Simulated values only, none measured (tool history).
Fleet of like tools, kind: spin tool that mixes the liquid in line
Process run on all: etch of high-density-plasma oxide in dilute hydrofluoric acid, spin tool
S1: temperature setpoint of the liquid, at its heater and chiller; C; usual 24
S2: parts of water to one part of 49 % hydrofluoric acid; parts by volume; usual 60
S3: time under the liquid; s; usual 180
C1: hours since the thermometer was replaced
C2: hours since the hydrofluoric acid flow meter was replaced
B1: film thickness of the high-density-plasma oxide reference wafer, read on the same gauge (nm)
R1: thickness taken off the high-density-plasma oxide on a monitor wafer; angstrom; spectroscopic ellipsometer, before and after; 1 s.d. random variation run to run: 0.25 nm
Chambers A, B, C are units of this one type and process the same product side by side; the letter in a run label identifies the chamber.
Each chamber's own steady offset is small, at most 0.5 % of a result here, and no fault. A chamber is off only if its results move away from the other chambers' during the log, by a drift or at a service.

run 1C hour=5.4 | S1=24 S2=60 S3=180 | C1=1119.1 C2=531.9 | B1=49.995 | R1=266.05
run 2B hour=11.6 | S1=24 S2=60 S3=180 | C1=734.2 C2=390.5 | B1=49.985 | R1=264.62
run 3A hour=22.9 | S1=24 S2=60 S3=180 | C1=1262.9 C2=318.8 | B1=50.012 | R1=267.17
run 4B hour=32.2 | S1=24 S2=60 S3=180 | C1=754.8 C2=411.1 | B1=50.002 | R1=266.07
run 5A hour=42.9 | S1=24 S2=60 S3=180 | C1=1282.9 C2=338.8 | B1=49.996 | R1=264.17
run 6C hour=48.1 | S1=24 S2=60 S3=180 | C1=1161.8 C2=574.6 | B1=49.994 | R1=263.47
run 7B hour=54.5 | S1=24 S2=60 S3=180 | C1=777.1 C2=433.4 | B1=49.983 | R1=268.59
run 8C hour=62.4 | S1=24 S2=60 S3=180 | C1=1176.1 C2=588.9 | B1=49.990 | R1=265.15
run 9A hour=67.5 | S1=24 S2=60 S3=180 | C1=1307.5 C2=363.4 | B1=49.979 | R1=266.81
run 10A hour=73.9 | S1=24 S2=60 S3=180 | C1=1313.9 C2=369.8 | B1=50.007 | R1=270.75
run 11B hour=84.8 | S1=24 S2=60 S3=180 | C1=807.4 C2=463.7 | B1=49.996 | R1=270.11
run 12C hour=91.9 | S1=24 S2=60 S3=180 | C1=1205.6 C2=618.4 | B1=49.986 | R1=267.75
run 13B hour=102.5 | S1=24 S2=60 S3=180 | C1=825.1 C2=481.4 | B1=49.989 | R1=275.53
run 14C hour=114.1 | S1=24 S2=60 S3=180 | C1=1227.8 C2=640.6 | B1=49.987 | R1=270.69
run 15A hour=124.6 | S1=24 S2=60 S3=180 | C1=1364.6 C2=420.5 | B1=50.006 | R1=267.43
run 16A hour=130.2 | S1=24 S2=60 S3=180 | C1=1370.2 C2=426.1 | B1=49.992 | R1=264.95
run 17B hour=135.5 | S1=24 S2=60 S3=180 | C1=858.1 C2=514.4 | B1=49.991 | R1=280.58
run 18C hour=140.8 | S1=24 S2=60 S3=180 | C1=1254.5 C2=667.3 | B1=50.008 | R1=268.72
run 19A hour=150.0 | S1=24 S2=60 S3=180 | C1=1390.0 C2=445.9 | B1=50.014 | R1=267.68
run 20B hour=157.4 | S1=24 S2=60 S3=180 | C1=880.0 C2=536.3 | B1=49.983 | R1=287.12
run 21C hour=168.1 | S1=24 S2=60 S3=180 | C1=1281.8 C2=694.6 | B1=50.004 | R1=264.93
run 22C hour=175.4 | S1=24 S2=60 S3=180 | C1=1289.1 C2=701.9 | B1=50.010 | R1=266.11

Which is it: a chamber that has drifted or been left off by a service, a gauge drift common to all chambers, or only each chamber's usual small offset? If a chamber is off, name it and its likeliest cause.

It is chamber B that slowly wanders off from its peers.
Likeliest cause: hydrofluoric acid flow above the setpoint (%) = 9.81.
Not necessarily distinguishable in this log from: liquid hotter than its thermometer reads (K).

Below are 4 candidate recipes for chamber B's next run, each the usual settings with a change, their results shown as question marks. Which of them brings B's results back in line with what the other chambers give on the usual settings?
In line here means within this much of the mean the other chambers give on the usual settings: R1 8.80 angstrom
run 23B-1 hour=183.7 | S1=23.5 S2=65 S3=180 | R1=?
run 23B-2 hour=183.7 | S1=24.0 S2=60 S3=145 | R1=?
run 23B-3 hour=183.7 | S1=24.0 S2=60 S3=200 | R1=?
run 23B-4 hour=183.7 | S1=24.5 S2=60 S3=215 | R1=?

What the other chambers average on the usual settings: R1 265.48 angstrom
run=23B-1 R1=265.83
run=23B-2 R1=238.03
run=23B-3 R1=328.32
run=23B-4 R1=360.23
The right change is 23B-1: it brings the chamber back within the allowed miss of the others.
